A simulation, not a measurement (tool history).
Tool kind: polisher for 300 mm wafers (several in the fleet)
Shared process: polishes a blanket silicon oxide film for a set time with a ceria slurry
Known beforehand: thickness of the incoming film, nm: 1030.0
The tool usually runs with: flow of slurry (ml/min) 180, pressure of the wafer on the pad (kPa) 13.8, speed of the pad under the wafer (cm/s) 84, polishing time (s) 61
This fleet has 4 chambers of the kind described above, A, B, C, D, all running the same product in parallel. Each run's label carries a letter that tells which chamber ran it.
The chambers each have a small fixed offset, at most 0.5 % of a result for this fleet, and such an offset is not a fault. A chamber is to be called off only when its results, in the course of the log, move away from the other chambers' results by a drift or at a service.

| run | hour | flow of slurry (ml/min) | pressure of the wafer on the pad (kPa) | speed of the pad under the wafer (cm/s) | polishing time (s) | wafers polished on this pad | hours since the slurry nozzle was cleaned | hours since the head pressure was calibrated | film removed (angstrom) |
|---|---|---|---|---|---|---|---|---|---|
| 1A | 3.9 | 180 | 13.8 | 84 | 61 | 396 | 486.8 | 456.2 | 1432.4 |
| 2D | 7.4 | 180 | 13.8 | 84 | 61 | 1099 | 29.8 | 649 | 1467.1 |
| 3C | 10 | 180 | 13.8 | 84 | 61 | 169 | 488.3 | 206 | 1458.3 |
|  | 14.3 | chamber D: worn pad replaced by a new one |
|  | 15.2 | chamber B: worn pad replaced by a new one |
| 4B | 15.4 | 180 | 13.8 | 84 | 61 | 2 | 139.6 | 124.7 | 1455.9 |
| 5B | 20.8 | 180 | 13.8 | 84 | 61 | 59 | 145 | 130.1 | 1440.3 |
| 6A | 25.3 | 180 | 13.8 | 84 | 61 | 621 | 508.2 | 477.6 | 1456.7 |
| 7C | 30.6 | 180 | 13.8 | 84 | 61 | 386 | 508.9 | 226.6 | 1436.9 |
| 8D | 35 | 125 | 13.8 | 84 | 61 | 218 | 57.4 | 676.6 | 1384.4 |
| 9D | 40.1 | 125 | 13.8 | 84 | 61 | 271 | 62.5 | 681.7 | 1367.9 |
| 10B | 44.6 | 125 | 13.8 | 84 | 61 | 309 | 168.8 | 153.9 | 1377.3 |
|  | 49.9 | chamber C: worn pad replaced by a new one |
| 11A | 50 | 125 | 13.8 | 84 | 61 | 880 | 532.9 | 502.3 | 1355 |
| 12C | 55.3 | 180 | 13.8 | 84 | 61 | 57 | 533.6 | 251.3 | 1466 |
| 13C | 58.2 | 180 | 13.8 | 84 | 61 | 87 | 536.5 | 254.2 | 1447 |
| 14A | 61.9 | 180 | 13.8 | 84 | 61 | 1005 | 544.8 | 514.2 | 1428.1 |
| 15B | 64.9 | 180 | 13.8 | 84 | 61 | 522 | 189.1 | 174.2 | 1430.9 |
| 16D | 68.9 | 180 | 13.8 | 84 | 61 | 574 | 91.3 | 710.5 | 1459 |
| 17B | 72.9 | 180 | 13.8 | 84 | 61 | 606 | 197.1 | 182.2 | 1437.6 |
| 18D | 75.3 | 180 | 13.8 | 84 | 61 | 641 | 97.7 | 716.9 | 1445.6 |
|  | 79 | chamber B: worn pad replaced by a new one |
| 19A | 79.7 | 180 | 13.8 | 84 | 61 | 1192 | 562.6 | 532 | 1409.6 |
| 20C | 84 | 180 | 13.8 | 84 | 74 | 358 | 562.3 | 280 | 1747.5 |
| 21B | 89.3 | 180 | 13.8 | 84 | 74 | 108 | 213.5 | 198.6 | 1794.2 |
| 22C | 94.7 | 180 | 13.8 | 84 | 74 | 470 | 573 | 290.7 | 1738.5 |
| 23A | 99.4 | 180 | 13.8 | 84 | 74 | 1399 | 582.3 | 551.7 | 1708.3 |
| 24D | 102.4 | 180 | 13.8 | 84 | 61 | 925 | 124.8 | 744 | 1456.6 |
|  | 102.6 | chamber C: worn pad replaced by a new one |
| 25A | 107.7 | 180 | 13.8 | 84 | 61 | 1486 | 590.6 | 560 | 1385.4 |
| 26D | 111.2 | 180 | 13.8 | 84 | 61 | 1018 | 133.6 | 752.8 | 1450 |
| 27C | 115.6 | 180 | 13.8 | 84 | 61 | 136 | 593.9 | 311.6 | 1436.7 |
| 28B | 119.6 | 180 | 13.8 | 84 | 61 | 426 | 243.8 | 228.9 | 1452.7 |
| 29A | 123.4 | 180 | 13.8 | 84 | 61 | 1651 | 606.3 | 575.7 | 1392.8 |
| 30C | 128.4 | 180 | 13.8 | 84 | 61 | 271 | 606.7 | 324.4 | 1485.9 |
| 31D | 132.5 | 180 | 11.7 | 84 | 51 | 1241 | 154.9 | 774.1 | 1023.7 |
|  | 132.7 | chamber D: worn pad replaced by a new one |
| 32B | 136.3 | 180 | 11.7 | 84 | 51 | 602 | 260.5 | 245.6 | 1025.2 |
| 33A | 138.7 | 180 | 11.7 | 84 | 51 | 1812 | 621.6 | 591 | 970.96 |
| 34B | 143.1 | 180 | 11.7 | 84 | 51 | 673 | 267.3 | 252.4 | 1032.8 |
| 35D | 147.5 | 180 | 13.8 | 84 | 61 | 156 | 169.9 | 789.1 | 1436 |
|  | 148.3 | chamber B: worn pad replaced by a new one |
| 36C | 150.6 | 180 | 13.8 | 84 | 61 | 504 | 628.9 | 346.6 | 1420 |
|  | 153.8 | chamber C: worn pad replaced by a new one |
| 37C | 154.6 | 145 | 13.8 | 84 | 61 | 8 | 632.9 | 350.6 | 1416.2 |
| 38D | 158.5 | 145 | 13.8 | 84 | 61 | 271 | 180.9 | 800.1 | 1380.2 |
| 39B | 161.3 | 145 | 13.8 | 84 | 61 | 136 | 285.5 | 270.6 | 1419 |
| 40A | 164.7 | 145 | 13.8 | 84 | 61 | 2085 | 647.6 | 617 | 1331.9 |
| 41D | 168.2 | 180 | 13.8 | 84 | 61 | 373 | 190.6 | 809.8 | 1472.6 |
| 42B | 171.2 | 180 | 13.8 | 84 | 61 | 240 | 295.4 | 280.5 | 1442.9 |
| 43A | 175.2 | 180 | 13.8 | 84 | 61 | 2195 | 658.1 | 627.5 | 1364.8 |
| 44C | 177.8 | 180 | 13.8 | 84 | 61 | 252 | 656.1 | 373.8 | 1476 |

Which is it: a chamber that has drifted or been left off by a service, a gauge drift common to all chambers, or only each chamber's usual small offset? If a chamber is off, name it and its likeliest cause.

Chamber A drifts away from the others.
Most likely cause: removal rate lost through wear of the pad, % = 6.55.
Not necessarily distinguishable in this log from: slurry flow missing at the pad, %; head's pressure below its setpoint, %.

Which of the 4 candidates below, each the usual settings with something changed and its results left as question marks, puts chamber A back in line with what the other chambers give on the usual settings?
A result is in line if it is within this distance of the other chambers' mean on the usual settings: film removed (angstrom) 49
| 45A-1 | 181.8 | 180 | 13.8 | 84 | 60 |  |  |  | ? |
| 45A-2 | 181.8 | 180 | 13.8 | 84 | 62 |  |  |  | ? |
| 45A-3 | 181.8 | 180 | 13.8 | 90 | 61 |  |  |  | ? |
| 45A-4 | 181.8 | 180 | 13.1 | 84 | 59 |  |  |  | ? |

On the usual settings, the other chambers give on average: film removed (angstrom) 1453
| run | film removed (angstrom) |
|---|---|
| 45A-1 | 1322.3 |
| 45A-2 | 1366.4 |
| 45A-3 | 1440.2 |
| 45A-4 | 1236 |
45A-3 brings the chamber back in line.
